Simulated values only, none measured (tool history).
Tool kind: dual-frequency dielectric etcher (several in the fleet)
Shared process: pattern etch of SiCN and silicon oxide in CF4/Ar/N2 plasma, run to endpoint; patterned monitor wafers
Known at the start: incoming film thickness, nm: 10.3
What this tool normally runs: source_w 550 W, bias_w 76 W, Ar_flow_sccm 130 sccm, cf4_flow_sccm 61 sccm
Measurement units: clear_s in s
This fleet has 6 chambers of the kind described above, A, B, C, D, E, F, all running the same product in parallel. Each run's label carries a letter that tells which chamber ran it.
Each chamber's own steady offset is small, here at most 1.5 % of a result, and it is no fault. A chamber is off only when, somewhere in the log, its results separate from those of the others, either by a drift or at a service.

{"run": "1A", "hour": 7.5, "source_w": 550, "bias_w": 76, "Ar_flow_sccm": 130, "cf4_flow_sccm": 61, "clear_s": 10.528}
{"hour": 17.6, "done": "chamber A: wet clean of the chamber"}
{"hour": 17.8, "done": "chamber D: bias power generator calibrated"}
{"run": "2D", "hour": 18.6, "source_w": 550, "bias_w": 76, "Ar_flow_sccm": 130, "cf4_flow_sccm": 61, "clear_s": 10.499}
{"run": "3E", "hour": 29.8, "source_w": 550, "bias_w": 76, "Ar_flow_sccm": 130, "cf4_flow_sccm": 61, "clear_s": 10.527}
{"run": "4B", "hour": 43.2, "source_w": 550, "bias_w": 76, "Ar_flow_sccm": 130, "cf4_flow_sccm": 61, "clear_s": 10.441}
{"run": "5F", "hour": 58.1, "source_w": 550, "bias_w": 76, "Ar_flow_sccm": 130, "cf4_flow_sccm": 61, "clear_s": 10.683}
{"run": "6C", "hour": 69.5, "source_w": 550, "bias_w": 76, "Ar_flow_sccm": 130, "cf4_flow_sccm": 61, "clear_s": 10.609}
{"run": "7E", "hour": 83.5, "source_w": 550, "bias_w": 76, "Ar_flow_sccm": 130, "cf4_flow_sccm": 51, "clear_s": 10.869}
{"run": "8A", "hour": 92.6, "source_w": 550, "bias_w": 76, "Ar_flow_sccm": 130, "cf4_flow_sccm": 51, "clear_s": 10.798}
{"run": "9F", "hour": 102.4, "source_w": 550, "bias_w": 76, "Ar_flow_sccm": 130, "cf4_flow_sccm": 51, "clear_s": 10.97}
{"hour": 102.7, "done": "chamber B: wet clean of the chamber"}
{"run": "10C", "hour": 110.8, "source_w": 550, "bias_w": 76, "Ar_flow_sccm": 130, "cf4_flow_sccm": 51, "clear_s": 10.869}
{"hour": 121.6, "done": "chamber F: source power generator calibrated"}
{"run": "11B", "hour": 122.8, "source_w": 550, "bias_w": 76, "Ar_flow_sccm": 130, "cf4_flow_sccm": 51, "clear_s": 10.805}
{"hour": 126.5, "done": "chamber F: wet clean of the chamber"}
{"run": "12D", "hour": 131.4, "source_w": 550, "bias_w": 76, "Ar_flow_sccm": 130, "cf4_flow_sccm": 51, "clear_s": 10.856}
{"run": "13D", "hour": 145.1, "source_w": 550, "bias_w": 76, "Ar_flow_sccm": 130, "cf4_flow_sccm": 61, "clear_s": 10.443}
{"run": "14C", "hour": 155.7, "source_w": 550, "bias_w": 76, "Ar_flow_sccm": 130, "cf4_flow_sccm": 61, "clear_s": 10.556}
{"run": "15F", "hour": 170.5, "source_w": 550, "bias_w": 76, "Ar_flow_sccm": 130, "cf4_flow_sccm": 61, "clear_s": 10.526}
{"hour": 171.1, "done": "chamber E: bias power generator calibrated"}
{"run": "16E", "hour": 179.3, "source_w": 550, "bias_w": 76, "Ar_flow_sccm": 130, "cf4_flow_sccm": 61, "clear_s": 10.471}
{"run": "17A", "hour": 193.9, "source_w": 550, "bias_w": 76, "Ar_flow_sccm": 130, "cf4_flow_sccm": 61, "clear_s": 10.547}
{"hour": 201.1, "done": "chamber A: bias power generator calibrated"}
{"run": "18B", "hour": 202.8, "source_w": 550, "bias_w": 76, "Ar_flow_sccm": 130, "cf4_flow_sccm": 61, "clear_s": 10.39}
{"run": "19F", "hour": 210.8, "source_w": 550, "bias_w": 76, "Ar_flow_sccm": 130, "cf4_flow_sccm": 61, "clear_s": 10.591}
{"run": "20E", "hour": 220.6, "source_w": 550, "bias_w": 76, "Ar_flow_sccm": 130, "cf4_flow_sccm": 61, "clear_s": 10.557}
{"hour": 227.4, "done": "chamber E: wet clean of the chamber"}
{"run": "21B", "hour": 231.1, "source_w": 550, "bias_w": 76, "Ar_flow_sccm": 130, "cf4_flow_sccm": 61, "clear_s": 10.443}
{"run": "22D", "hour": 244.8, "source_w": 550, "bias_w": 76, "Ar_flow_sccm": 130, "cf4_flow_sccm": 61, "clear_s": 10.432}
{"run": "23A", "hour": 252.4, "source_w": 550, "bias_w": 76, "Ar_flow_sccm": 130, "cf4_flow_sccm": 61, "clear_s": 10.538}
{"run": "24C", "hour": 267.4, "source_w": 550, "bias_w": 76, "Ar_flow_sccm": 106, "cf4_flow_sccm": 54, "clear_s": 10.27}
{"run": "25F", "hour": 281.4, "source_w": 550, "bias_w": 76, "Ar_flow_sccm": 106, "cf4_flow_sccm": 54, "clear_s": 10.524}
{"run": "26E", "hour": 290.7, "source_w": 550, "bias_w": 76, "Ar_flow_sccm": 106, "cf4_flow_sccm": 54, "clear_s": 10.298}
{"run": "27C", "hour": 299.6, "source_w": 550, "bias_w": 76, "Ar_flow_sccm": 106, "cf4_flow_sccm": 54, "clear_s": 10.222}
{"run": "28B", "hour": 307.8, "source_w": 550, "bias_w": 76, "Ar_flow_sccm": 106, "cf4_flow_sccm": 54, "clear_s": 10.271}
{"run": "29A", "hour": 321.3, "source_w": 550, "bias_w": 76, "Ar_flow_sccm": 106, "cf4_flow_sccm": 54, "clear_s": 10.415}
{"run": "30D", "hour": 330.7, "source_w": 550, "bias_w": 76, "Ar_flow_sccm": 119, "cf4_flow_sccm": 53, "clear_s": 10.538}
{"hour": 338.7, "done": "chamber F: CF4 flow controller replaced"}
{"run": "31C", "hour": 339.4, "source_w": 550, "bias_w": 76, "Ar_flow_sccm": 119, "cf4_flow_sccm": 53, "clear_s": 10.404}
{"run": "32D", "hour": 353.3, "source_w": 550, "bias_w": 76, "Ar_flow_sccm": 119, "cf4_flow_sccm": 53, "clear_s": 10.578}
{"hour": 358.3, "done": "chamber D: wet clean of the chamber"}
{"run": "33F", "hour": 361.3, "source_w": 550, "bias_w": 76, "Ar_flow_sccm": 119, "cf4_flow_sccm": 53, "clear_s": 10.748}
{"run": "34A", "hour": 368.1, "source_w": 550, "bias_w": 76, "Ar_flow_sccm": 119, "cf4_flow_sccm": 53, "clear_s": 10.625}
{"run": "35B", "hour": 382.6, "source_w": 550, "bias_w": 76, "Ar_flow_sccm": 119, "cf4_flow_sccm": 53, "clear_s": 10.56}
{"run": "36E", "hour": 392.5, "source_w": 550, "bias_w": 76, "Ar_flow_sccm": 130, "cf4_flow_sccm": 61, "clear_s": 10.509}
{"run": "37F", "hour": 399.9, "source_w": 550, "bias_w": 76, "Ar_flow_sccm": 130, "cf4_flow_sccm": 61, "clear_s": 10.634}
{"run": "38C", "hour": 410.4, "source_w": 550, "bias_w": 76, "Ar_flow_sccm": 130, "cf4_flow_sccm": 61, "clear_s": 10.193}
{"hour": 422.6, "done": "chamber A: wet clean of the chamber"}
{"run": "39A", "hour": 425.0, "source_w": 550, "bias_w": 76, "Ar_flow_sccm": 130, "cf4_flow_sccm": 61, "clear_s": 10.501}
{"run": "40E", "hour": 439.4, "source_w": 550, "bias_w": 76, "Ar_flow_sccm": 130, "cf4_flow_sccm": 61, "clear_s": 10.483}
{"run": "41D", "hour": 449.0, "source_w": 550, "bias_w": 76, "Ar_flow_sccm": 130, "cf4_flow_sccm": 61, "clear_s": 10.552}
{"run": "42B", "hour": 457.4, "source_w": 550, "bias_w": 76, "Ar_flow_sccm": 130, "cf4_flow_sccm": 61, "clear_s": 10.403}

Has any chamber moved away from the others, gradually or after a service, or does the common gauge drift, or do the chambers differ only by their own small steady offsets? State the chamber and the most likely cause if one applies.

Little by little, chamber C moves away from the other chambers.
Cause: etch rate over this chamber's usual, % = 4.47.
It could be hard to tell apart here from: source power that arrives over what is set, %.

Chamber C could run next with any of the 4 candidate recipes listed below; each alters the usual settings, and their results appear as question marks. Which one brings its results back in line with what the other chambers deliver on the usual settings?
In line means no further than this from the other chambers' mean on the usual settings: clear_s 0.1500 s
{"run": "43C-1", "hour": 468.2, "source_w": 550, "bias_w": 81, "Ar_flow_sccm": 126, "cf4_flow_sccm": 63, "clear_s": "?"}
{"run": "43C-2", "hour": 468.2, "source_w": 550, "bias_w": 76, "Ar_flow_sccm": 144, "cf4_flow_sccm": 54, "clear_s": "?"}
{"run": "43C-3", "hour": 468.2, "source_w": 550, "bias_w": 76, "Ar_flow_sccm": 126, "cf4_flow_sccm": 63, "clear_s": "?"}
{"run": "43C-4", "hour": 468.2, "source_w": 550, "bias_w": 76, "Ar_flow_sccm": 130, "cf4_flow_sccm": 57, "clear_s": "?"}

On the usual settings, the other chambers give on average: clear_s 10.5230 s
run=43C-1 clear_s=9.8199
run=43C-2 clear_s=10.5350
run=43C-3 clear_s=10.0490
run=43C-4 clear_s=10.2650
The right change is 43C-2: it brings the chamber back within the allowed miss of the others.

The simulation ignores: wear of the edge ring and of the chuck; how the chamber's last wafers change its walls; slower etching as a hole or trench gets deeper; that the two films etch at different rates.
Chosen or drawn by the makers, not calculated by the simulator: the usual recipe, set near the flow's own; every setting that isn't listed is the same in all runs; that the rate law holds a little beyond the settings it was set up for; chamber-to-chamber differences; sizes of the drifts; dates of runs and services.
